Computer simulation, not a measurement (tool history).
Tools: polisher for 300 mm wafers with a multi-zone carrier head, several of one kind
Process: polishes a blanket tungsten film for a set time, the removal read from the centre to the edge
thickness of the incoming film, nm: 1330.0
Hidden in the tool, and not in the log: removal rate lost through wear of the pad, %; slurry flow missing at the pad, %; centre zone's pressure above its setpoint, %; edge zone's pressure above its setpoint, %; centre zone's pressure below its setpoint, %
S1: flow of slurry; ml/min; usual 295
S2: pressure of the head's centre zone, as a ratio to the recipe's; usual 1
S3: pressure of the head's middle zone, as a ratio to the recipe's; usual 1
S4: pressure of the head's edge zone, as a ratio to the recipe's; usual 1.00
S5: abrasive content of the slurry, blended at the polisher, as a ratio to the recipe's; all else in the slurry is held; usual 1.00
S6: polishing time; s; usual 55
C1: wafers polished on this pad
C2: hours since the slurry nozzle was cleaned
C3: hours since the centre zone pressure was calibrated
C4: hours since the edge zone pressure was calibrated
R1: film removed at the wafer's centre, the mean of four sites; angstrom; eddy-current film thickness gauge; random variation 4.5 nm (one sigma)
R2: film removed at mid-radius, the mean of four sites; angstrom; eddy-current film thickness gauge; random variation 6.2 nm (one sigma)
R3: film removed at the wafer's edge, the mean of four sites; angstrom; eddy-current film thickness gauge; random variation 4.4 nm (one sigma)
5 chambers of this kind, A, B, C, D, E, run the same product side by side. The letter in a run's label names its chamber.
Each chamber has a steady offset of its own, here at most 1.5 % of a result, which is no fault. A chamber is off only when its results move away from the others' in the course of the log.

run,hour,S1,S2,S3,S4,S5,S6,C1,C2,C3,C4,R1,R2,R3
1A,10.5,295,1,1,1.00,1.00,55,103,286.6,208.5,1040.8,4852.9,4764.9,4814.4
2B,21.2,295,1,1,1.00,1.00,55,460,222.8,109.5,768.6,4824.5,4665.5,4725.5
# hour 29.4: chamber B: worn pad replaced by a new one
3E,31.5,295,1,1,1.00,1.00,55,427,423.9,90.7,357.7,4751.3,4627.9,4756.4
4C,42.8,295,1,1,1.00,1.00,55,1105,145.7,795.4,388.9,4805.2,4771.6,4839.1
# hour 44.9: chamber D: centre zone pressure recalibrated
5D,49.9,295,1,1,1.00,1.00,55,642,293.5,5.0,114.2,4754.8,4847.0,4791.6
6E,60.3,295,1,1,1.00,1.00,55,666,452.7,119.5,386.5,4895.4,4766.9,4815.9
7B,66.4,295,1,1,1.00,1.00,55,307,268.0,154.7,813.8,4745.0,4739.1,4872.7
8C,71.9,295,1,1,1.06,1.00,55,1347,174.8,824.5,418.0,4774.1,4646.2,5024.2
9D,80.6,295,1,1,1.06,1.00,55,897,324.2,35.7,144.9,4861.3,4778.3,4803.8
10A,88.1,295,1,1,1.06,1.00,55,747,364.2,286.1,1118.4,4749.4,4651.9,4967.2
# hour 91.6: chamber C: worn pad replaced by a new one
# hour 92.6: chamber A: worn pad replaced by a new one
# hour 98.7: chamber B: worn pad replaced by a new one
11D,99.1,295,1,1,1.06,1.00,55,1051,342.7,54.2,163.4,4755.6,4826.5,4937.6
12A,109.5,295,1,1,1.06,1.00,55,140,385.6,307.5,1139.8,4819.1,4686.1,4995.1
# hour 110.3: chamber E: slurry nozzle cleaned
13E,116.5,295,1,1,1.00,1.00,55,1132,6.2,175.7,442.7,4804.8,4725.3,4760.2
14B,122.6,295,1,1,1.00,1.00,55,198,324.2,210.9,870.0,4781.3,4763.3,4851.6
15C,131.5,245,1,1,1.00,1.00,40,331,234.4,884.1,477.6,3398.4,3428.9,3405.8
# hour 134.8: chamber D: worn pad replaced by a new one
16E,138.3,245,1,1,1.00,1.00,40,1313,28.0,197.5,464.5,3361.4,3293.9,3415.4
17C,147.0,245,1,1,1.00,1.00,40,459,249.9,899.6,493.1,3440.9,3436.6,3398.4
18B,153.0,245,1,1,1.00,1.00,40,450,354.6,241.3,900.4,3384.0,3414.0,3392.7
19A,161.1,245,1,1,1.00,1.00,40,569,437.2,359.1,1191.4,3346.8,3388.3,3483.0
20D,168.8,295,1,1,1.00,1.10,62,282,412.4,123.9,233.1,5547.8,5557.9,5525.6
21D,177.9,295,1,1,1.00,1.10,62,358,421.5,133.0,242.2,5524.2,5538.9,5422.9
# hour 183.2: chamber B: worn pad replaced by a new one
22A,188.0,295,1,1,1.00,1.10,62,792,464.1,386.0,1218.3,5546.1,5368.9,5479.3
23B,197.4,295,1,1,1.00,1.10,62,118,399.0,285.7,944.8,5401.3,5510.2,5558.9
# hour 204.6: chamber A: worn pad replaced by a new one
24E,208.0,295,1,1,1.00,1.10,62,1892,97.7,267.2,534.2,5467.8,5287.9,5241.3
25C,213.1,295,1,1,1.00,1.00,55,1008,316.0,965.7,559.2,4878.5,4876.5,4791.4
26B,219.4,295,1,1,1.00,1.00,55,300,421.0,307.7,966.8,4716.5,4700.3,4829.5
27C,231.0,295,1,1,1.00,1.00,55,1156,333.9,983.6,577.1,4763.9,4827.6,4836.8
28E,238.8,295,1,1,1.09,0.90,55,2147,128.5,298.0,565.0,4581.2,4318.8,4744.4
29A,244.3,295,1,1,1.09,0.90,55,329,520.4,442.3,1274.6,4629.3,4670.2,4922.2
# hour 244.5: chamber B: edge zone pressure recalibrated
30D,249.6,295,1,1,1.09,0.90,55,953,493.2,204.7,313.9,4676.6,4725.6,4853.8
# hour 258.1: chamber D: worn pad replaced by a new one
31E,258.2,295,1,1,1.09,0.90,55,2308,147.9,317.4,584.4,4477.8,4384.7,4630.6
# hour 261.7: chamber B: worn pad replaced by a new one
32A,269.6,295,1,1,1.09,0.90,55,539,545.7,467.6,1299.9,4698.0,4627.8,4893.9
# hour 271.4: chamber C: worn pad replaced by a new one
33C,279.0,295,1,1,1.00,1.00,55,63,381.9,1031.6,625.1,4846.8,4801.0,4763.8
34B,288.0,295,1,1,1.00,1.00,55,218,489.6,376.3,43.5,4778.9,4788.6,4776.6
35D,294.0,295,1,1,1.00,1.00,55,298,537.6,249.1,358.3,4820.0,4759.8,4751.7
36C,304.8,295,1,1,1.00,1.00,55,277,407.7,1057.4,650.9,4820.1,4777.2,4839.8
# hour 309.9: chamber A: worn pad replaced by a new one
37A,311.3,295,1,1,1.00,1.00,55,12,587.4,509.3,1341.6,4848.3,4717.4,4769.0
38B,317.3,295,1,1,1.00,1.00,55,461,518.9,405.6,72.8,4734.8,4772.4,4799.4
39D,325.6,295,1,1,1.00,1.00,55,560,569.2,280.7,389.9,4776.3,4801.0,4758.8
40E,334.2,295,1,1,1.00,1.00,55,2939,223.9,393.4,660.4,4532.7,4457.3,4463.6
# hour 335.0: chamber B: worn pad replaced by a new one
41B,343.1,295,1,1,1.00,0.85,55,67,544.7,431.4,98.6,4523.3,4601.4,4594.6

All 5 chambers run these settings next. Forecast each chamber's results:
42A,351.7,295,1,1,1.00,1.00,55,,,,,?,?,?
42B,351.7,295,1,1,1.00,1.00,55,,,,,?,?,?
42C,351.7,295,1,1,1.00,1.00,55,,,,,?,?,?
42D,351.7,295,1,1,1.00,1.00,55,,,,,?,?,?
42E,351.7,295,1,1,1.00,1.00,55,,,,,?,?,?

run,R1,R2,R3
42A,4895.3,4728.5,4763.5
42B,4789.2,4754.0,4829.2
42C,4797.7,4834.1,4753.5
42D,4942.4,4803.2,4739.3
42E,4503.8,4386.3,4475.3
